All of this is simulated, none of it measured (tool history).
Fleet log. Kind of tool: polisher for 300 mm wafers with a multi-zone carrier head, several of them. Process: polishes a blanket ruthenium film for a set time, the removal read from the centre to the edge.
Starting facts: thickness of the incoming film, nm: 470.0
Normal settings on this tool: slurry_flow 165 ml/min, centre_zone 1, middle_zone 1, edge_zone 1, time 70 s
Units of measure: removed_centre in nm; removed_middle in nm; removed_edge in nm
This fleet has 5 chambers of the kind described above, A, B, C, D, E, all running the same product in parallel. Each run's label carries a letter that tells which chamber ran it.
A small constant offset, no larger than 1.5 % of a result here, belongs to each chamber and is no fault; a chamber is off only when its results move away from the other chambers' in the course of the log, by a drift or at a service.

run   hour  slurry_flow  centre_zone  middle_zone  edge_zone  time  removed_centre  removed_middle  removed_edge
       0.8  -- chamber B: slurry nozzle cleaned
 1C    6.8          165            1            1          1    70          67.077          67.151        67.855
 2D   15.6          165            1            1          1    70           67.51          65.534        66.771
      16.9  -- chamber A: worn pad replaced by a new one
 3B   22.9          165            1            1          1    70          67.002          67.789        66.966
 4E   32.1          165            1            1          1    70          67.102          67.743        68.226
 5A   38.6          165            1            1          1    70          66.886           67.27        67.542
 6A   46.4          165            1            1          1    70          68.205          67.954        66.382
      47.7  -- chamber B: worn pad replaced by a new one
 7B   56.5          165         1.06            1          1    70          71.591          66.142        66.748
      60.7  -- chamber B: edge zone pressure recalibrated
 8D   63.8          165         1.06            1          1    70          72.416          65.889        67.359
 9E   69.5          165         1.06            1          1    70          71.684          67.981         68.82
      72.2  -- chamber A: centre zone pressure recalibrated
      73.9  -- chamber D: centre zone pressure recalibrated
      77.3  -- chamber C: slurry nozzle cleaned
10C   79.6          165         1.06            1          1    70          72.118          67.001        66.942
11B   88.3          165         1.06            1          1    70           73.06          66.769        66.441
      91.7  -- chamber D: worn pad replaced by a new one
12C   92.8          165            1            1          1    70          67.241          67.797        66.674
13D   98.1          165            1            1          1    70              67          66.146        68.072
14E  103.8          165            1            1          1    70          67.328          67.804        68.613
     107.1  -- chamber E: edge zone pressure recalibrated
15A  113.3          165            1            1          1    70          71.753           66.47        66.649
     113.5  -- chamber E: worn pad replaced by a new one
16B  119.6          165            1            1          1    70          66.149          67.019        66.764
17C  129.4          165            1            1          1    70          66.869          66.878        66.453
     130.5  -- chamber B: worn pad replaced by a new one
18D  135.7          165            1            1          1    70          67.851          67.016         67.04
19E  140.6          165            1            1          1    70          67.929          65.969        68.846
     143.8  -- chamber C: worn pad replaced by a new one
20A  150.3          165            1            1          1    70          71.236          67.809        66.798
21A  158.7          165            1            1          1    70          72.583          66.533        68.099
22B  167.3          165            1            1          1    70          66.312          66.339        66.317
23D  175.2          165            1            1          1    70          67.693          65.575        67.648
24C  180.9          165            1            1          1    70          67.561          67.539        66.679
     181.6  -- chamber A: worn pad replaced by a new one
25E  190.5          165            1            1          1    70          66.279          67.173         68.85
     195.9  -- chamber B: centre zone pressure recalibrated
26E    199          165            1            1          1    70          67.052          67.941        67.918
27C  206.3          165            1            1          1    70          67.339           67.21        67.627
     210.7  -- chamber B: worn pad replaced by a new one
28B  213.6          165            1            1          1    50          47.305          47.812        47.447
29D  222.7          165            1            1          1    50          46.585           48.21        48.286
30A  227.4          165            1            1          1    50          50.772          47.383         47.43
31C  232.8          165            1            1          1    50          48.088          49.009        47.509

What goes on in this fleet: one chamber off, a drifting gauge, or nothing beyond the chambers' own small offsets? Name the chamber and the cause, if any.

A service on chamber A put it out of line with the rest.
Cause: centre zone's pressure above its setpoint, % = 5.72.

Which of the 4 candidates below, each the usual settings with something changed and its results left as question marks, puts chamber A back in line with what the other chambers give on the usual settings?
Counts as in line when no further than this from what the other chambers average on the usual settings: removed_centre 2.5 nm; removed_middle 2.4 nm; removed_edge 2 nm
32A-1  240.1          160         0.95            1       1.02    70               ?               ?             ?
32A-2  240.1          155         0.89         1.01       1.05    70               ?               ?             ?
32A-3  240.1          170         1.05            1       0.98    70               ?               ?             ?
32A-4  240.1          175         1.11         0.99       0.95    70               ?               ?             ?

The other chambers' mean on the usual settings: removed_centre 67.21 nm; removed_middle 67 nm; removed_edge 67.377 nm
  run  removed_centre  removed_middle  removed_edge
32A-1          67.508          66.795        67.507
32A-2          62.448          67.058        68.258
32A-3          76.165          67.452        66.616
32A-4           81.31           67.12        65.802
Change 32A-1 lands the chamber within the allowed miss of the other chambers.
